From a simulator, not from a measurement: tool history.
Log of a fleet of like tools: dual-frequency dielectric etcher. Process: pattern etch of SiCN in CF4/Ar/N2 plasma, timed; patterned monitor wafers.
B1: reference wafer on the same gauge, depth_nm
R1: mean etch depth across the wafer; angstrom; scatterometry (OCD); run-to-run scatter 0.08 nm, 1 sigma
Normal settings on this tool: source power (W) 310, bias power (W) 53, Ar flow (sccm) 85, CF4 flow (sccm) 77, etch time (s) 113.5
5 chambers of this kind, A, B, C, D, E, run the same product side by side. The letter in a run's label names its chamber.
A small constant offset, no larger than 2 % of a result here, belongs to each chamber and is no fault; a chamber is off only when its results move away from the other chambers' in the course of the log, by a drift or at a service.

{"run": "1E", "hour": 7.1, "source power (W)": 310, "bias power (W)": 53, "Ar flow (sccm)": 85, "CF4 flow (sccm)": 77, "etch time (s)": 113.5, "B1": 53.813, "R1": 670.69}
{"run": "2C", "hour": 16.7, "source power (W)": 310, "bias power (W)": 53, "Ar flow (sccm)": 85, "CF4 flow (sccm)": 77, "etch time (s)": 113.5, "B1": 53.765, "R1": 657.45}
{"run": "3B", "hour": 21.4, "source power (W)": 310, "bias power (W)": 53, "Ar flow (sccm)": 85, "CF4 flow (sccm)": 77, "etch time (s)": 113.5, "B1": 53.772, "R1": 663.63}
{"run": "4D", "hour": 31.2, "source power (W)": 310, "bias power (W)": 53, "Ar flow (sccm)": 85, "CF4 flow (sccm)": 77, "etch time (s)": 113.5, "B1": 53.773, "R1": 657.11}
{"run": "5A", "hour": 38.5, "source power (W)": 310, "bias power (W)": 53, "Ar flow (sccm)": 85, "CF4 flow (sccm)": 77, "etch time (s)": 113.5, "B1": 53.759, "R1": 660.72}
{"hour": 38.6, "done": "chamber A: CF4 flow controller replaced"}
{"run": "6D", "hour": 46.3, "source power (W)": 310, "bias power (W)": 53, "Ar flow (sccm)": 93, "CF4 flow (sccm)": 77, "etch time (s)": 113.5, "B1": 53.742, "R1": 649.29}
{"run": "7A", "hour": 53.2, "source power (W)": 310, "bias power (W)": 53, "Ar flow (sccm)": 93, "CF4 flow (sccm)": 77, "etch time (s)": 113.5, "B1": 53.768, "R1": 650.15}
{"run": "8C", "hour": 61.1, "source power (W)": 310, "bias power (W)": 53, "Ar flow (sccm)": 93, "CF4 flow (sccm)": 77, "etch time (s)": 113.5, "B1": 53.756, "R1": 647.65}
{"run": "9B", "hour": 70.6, "source power (W)": 310, "bias power (W)": 53, "Ar flow (sccm)": 93, "CF4 flow (sccm)": 77, "etch time (s)": 113.5, "B1": 53.741, "R1": 654.32}
{"run": "10E", "hour": 76.3, "source power (W)": 310, "bias power (W)": 53, "Ar flow (sccm)": 93, "CF4 flow (sccm)": 77, "etch time (s)": 113.5, "B1": 53.738, "R1": 659.65}
{"hour": 77.4, "done": "chamber E: wet clean of the chamber"}
{"run": "11D", "hour": 85.3, "source power (W)": 310, "bias power (W)": 53, "Ar flow (sccm)": 85, "CF4 flow (sccm)": 77, "etch time (s)": 113.5, "B1": 53.713, "R1": 659.29}
{"run": "12A", "hour": 90.1, "source power (W)": 310, "bias power (W)": 53, "Ar flow (sccm)": 85, "CF4 flow (sccm)": 77, "etch time (s)": 113.5, "B1": 53.733, "R1": 658.29}
{"run": "13B", "hour": 95.4, "source power (W)": 310, "bias power (W)": 53, "Ar flow (sccm)": 85, "CF4 flow (sccm)": 77, "etch time (s)": 113.5, "B1": 53.697, "R1": 663.11}
{"run": "14E", "hour": 104.2, "source power (W)": 310, "bias power (W)": 53, "Ar flow (sccm)": 85, "CF4 flow (sccm)": 77, "etch time (s)": 113.5, "B1": 53.718, "R1": 668.0}
{"run": "15C", "hour": 111.2, "source power (W)": 310, "bias power (W)": 53, "Ar flow (sccm)": 85, "CF4 flow (sccm)": 77, "etch time (s)": 113.5, "B1": 53.718, "R1": 657.38}
{"run": "16C", "hour": 117.9, "source power (W)": 310, "bias power (W)": 53, "Ar flow (sccm)": 85, "CF4 flow (sccm)": 96, "etch time (s)": 113.5, "B1": 53.702, "R1": 677.25}
{"run": "17A", "hour": 122.7, "source power (W)": 310, "bias power (W)": 53, "Ar flow (sccm)": 85, "CF4 flow (sccm)": 96, "etch time (s)": 113.5, "B1": 53.703, "R1": 676.64}
{"run": "18B", "hour": 128.6, "source power (W)": 310, "bias power (W)": 53, "Ar flow (sccm)": 85, "CF4 flow (sccm)": 96, "etch time (s)": 113.5, "B1": 53.7, "R1": 682.92}
{"run": "19D", "hour": 134.4, "source power (W)": 310, "bias power (W)": 53, "Ar flow (sccm)": 85, "CF4 flow (sccm)": 96, "etch time (s)": 113.5, "B1": 53.684, "R1": 678.58}
{"run": "20E", "hour": 142.8, "source power (W)": 310, "bias power (W)": 53, "Ar flow (sccm)": 85, "CF4 flow (sccm)": 96, "etch time (s)": 113.5, "B1": 53.66, "R1": 690.16}
{"run": "21E", "hour": 152.0, "source power (W)": 310, "bias power (W)": 53, "Ar flow (sccm)": 85, "CF4 flow (sccm)": 77, "etch time (s)": 113.5, "B1": 53.674, "R1": 667.72}
{"hour": 158.8, "done": "chamber A: wet clean of the chamber"}
{"run": "22A", "hour": 160.0, "source power (W)": 310, "bias power (W)": 53, "Ar flow (sccm)": 85, "CF4 flow (sccm)": 77, "etch time (s)": 113.5, "B1": 53.657, "R1": 656.42}
{"run": "23C", "hour": 164.9, "source power (W)": 310, "bias power (W)": 53, "Ar flow (sccm)": 85, "CF4 flow (sccm)": 77, "etch time (s)": 113.5, "B1": 53.67, "R1": 656.76}
{"run": "24B", "hour": 171.9, "source power (W)": 310, "bias power (W)": 53, "Ar flow (sccm)": 85, "CF4 flow (sccm)": 77, "etch time (s)": 113.5, "B1": 53.659, "R1": 661.76}
{"hour": 176.0, "done": "chamber B: CF4 flow controller replaced"}
{"run": "25D", "hour": 176.3, "source power (W)": 310, "bias power (W)": 53, "Ar flow (sccm)": 85, "CF4 flow (sccm)": 77, "etch time (s)": 113.5, "B1": 53.663, "R1": 658.33}
{"hour": 178.0, "done": "chamber D: wet clean of the chamber"}
{"run": "26A", "hour": 183.9, "source power (W)": 310, "bias power (W)": 53, "Ar flow (sccm)": 85, "CF4 flow (sccm)": 77, "etch time (s)": 113.5, "B1": 53.648, "R1": 657.7}
{"run": "27C", "hour": 193.5, "source power (W)": 310, "bias power (W)": 53, "Ar flow (sccm)": 85, "CF4 flow (sccm)": 77, "etch time (s)": 113.5, "B1": 53.628, "R1": 655.38}
{"hour": 199.0, "done": "chamber C: CF4 flow controller replaced"}
{"run": "28D", "hour": 200.8, "source power (W)": 310, "bias power (W)": 53, "Ar flow (sccm)": 85, "CF4 flow (sccm)": 77, "etch time (s)": 113.5, "B1": 53.623, "R1": 655.97}
{"run": "29B", "hour": 207.6, "source power (W)": 310, "bias power (W)": 53, "Ar flow (sccm)": 85, "CF4 flow (sccm)": 77, "etch time (s)": 113.5, "B1": 53.633, "R1": 662.23}
{"hour": 209.5, "done": "chamber E: source power generator calibrated"}
{"run": "30E", "hour": 215.7, "source power (W)": 310, "bias power (W)": 53, "Ar flow (sccm)": 85, "CF4 flow (sccm)": 77, "etch time (s)": 113.5, "B1": 53.634, "R1": 667.67}
{"run": "31A", "hour": 220.3, "source power (W)": 310, "bias power (W)": 53, "Ar flow (sccm)": 85, "CF4 flow (sccm)": 77, "etch time (s)": 113.5, "B1": 53.62, "R1": 657.76}
{"run": "32E", "hour": 225.5, "source power (W)": 310, "bias power (W)": 53, "Ar flow (sccm)": 66, "CF4 flow (sccm)": 62, "etch time (s)": 113.5, "B1": 53.588, "R1": 671.62}
{"run": "33D", "hour": 233.4, "source power (W)": 310, "bias power (W)": 53, "Ar flow (sccm)": 66, "CF4 flow (sccm)": 62, "etch time (s)": 113.5, "B1": 53.597, "R1": 659.86}
{"run": "34C", "hour": 241.9, "source power (W)": 310, "bias power (W)": 53, "Ar flow (sccm)": 66, "CF4 flow (sccm)": 62, "etch time (s)": 113.5, "B1": 53.589, "R1": 658.07}
{"run": "35B", "hour": 248.7, "source power (W)": 310, "bias power (W)": 53, "Ar flow (sccm)": 66, "CF4 flow (sccm)": 62, "etch time (s)": 113.5, "B1": 53.583, "R1": 664.33}
{"hour": 255.2, "done": "chamber C: wet clean of the chamber"}
{"run": "36E", "hour": 255.4, "source power (W)": 310, "bias power (W)": 53, "Ar flow (sccm)": 66, "CF4 flow (sccm)": 62, "etch time (s)": 113.5, "B1": 53.59, "R1": 670.93}
{"run": "37B", "hour": 264.3, "source power (W)": 310, "bias power (W)": 53, "Ar flow (sccm)": 85, "CF4 flow (sccm)": 77, "etch time (s)": 113.5, "B1": 53.579, "R1": 660.56}
{"run": "38C", "hour": 271.8, "source power (W)": 310, "bias power (W)": 53, "Ar flow (sccm)": 85, "CF4 flow (sccm)": 77, "etch time (s)": 113.5, "B1": 53.588, "R1": 655.81}
{"run": "39D", "hour": 277.0, "source power (W)": 310, "bias power (W)": 53, "Ar flow (sccm)": 85, "CF4 flow (sccm)": 77, "etch time (s)": 113.5, "B1": 53.571, "R1": 656.69}
{"run": "40A", "hour": 281.3, "source power (W)": 310, "bias power (W)": 53, "Ar flow (sccm)": 85, "CF4 flow (sccm)": 77, "etch time (s)": 113.5, "B1": 53.563, "R1": 656.59}
{"run": "41E", "hour": 286.8, "source power (W)": 310, "bias power (W)": 53, "Ar flow (sccm)": 85, "CF4 flow (sccm)": 77, "etch time (s)": 113.5, "B1": 53.55, "R1": 668.05}
{"run": "42C", "hour": 291.1, "source power (W)": 310, "bias power (W)": 53, "Ar flow (sccm)": 85, "CF4 flow (sccm)": 77, "etch time (s)": 113.5, "B1": 53.555, "R1": 654.77}
{"run": "43D", "hour": 300.1, "source power (W)": 310, "bias power (W)": 53, "Ar flow (sccm)": 85, "CF4 flow (sccm)": 77, "etch time (s)": 113.5, "B1": 53.526, "R1": 656.19}
{"run": "44B", "hour": 304.5, "source power (W)": 310, "bias power (W)": 53, "Ar flow (sccm)": 85, "CF4 flow (sccm)": 77, "etch time (s)": 113.5, "B1": 53.543, "R1": 661.17}

For the next run the whole fleet of 5 chambers uses the same settings. Give each chamber's results:
{"run": "45A", "hour": 311.5, "source power (W)": 310, "bias power (W)": 53, "Ar flow (sccm)": 85, "CF4 flow (sccm)": 77, "etch time (s)": 113.5, "R1": "?"}
{"run": "45B", "hour": 311.5, "source power (W)": 310, "bias power (W)": 53, "Ar flow (sccm)": 85, "CF4 flow (sccm)": 77, "etch time (s)": 113.5, "R1": "?"}
{"run": "45C", "hour": 311.5, "source power (W)": 310, "bias power (W)": 53, "Ar flow (sccm)": 85, "CF4 flow (sccm)": 77, "etch time (s)": 113.5, "R1": "?"}
{"run": "45D", "hour": 311.5, "source power (W)": 310, "bias power (W)": 53, "Ar flow (sccm)": 85, "CF4 flow (sccm)": 77, "etch time (s)": 113.5, "R1": "?"}
{"run": "45E", "hour": 311.5, "source power (W)": 310, "bias power (W)": 53, "Ar flow (sccm)": 85, "CF4 flow (sccm)": 77, "etch time (s)": 113.5, "R1": "?"}

run=45A R1=655.43
run=45B R1=660.32
run=45C R1=654.63
run=45D R1=654.66
run=45E R1=666.81
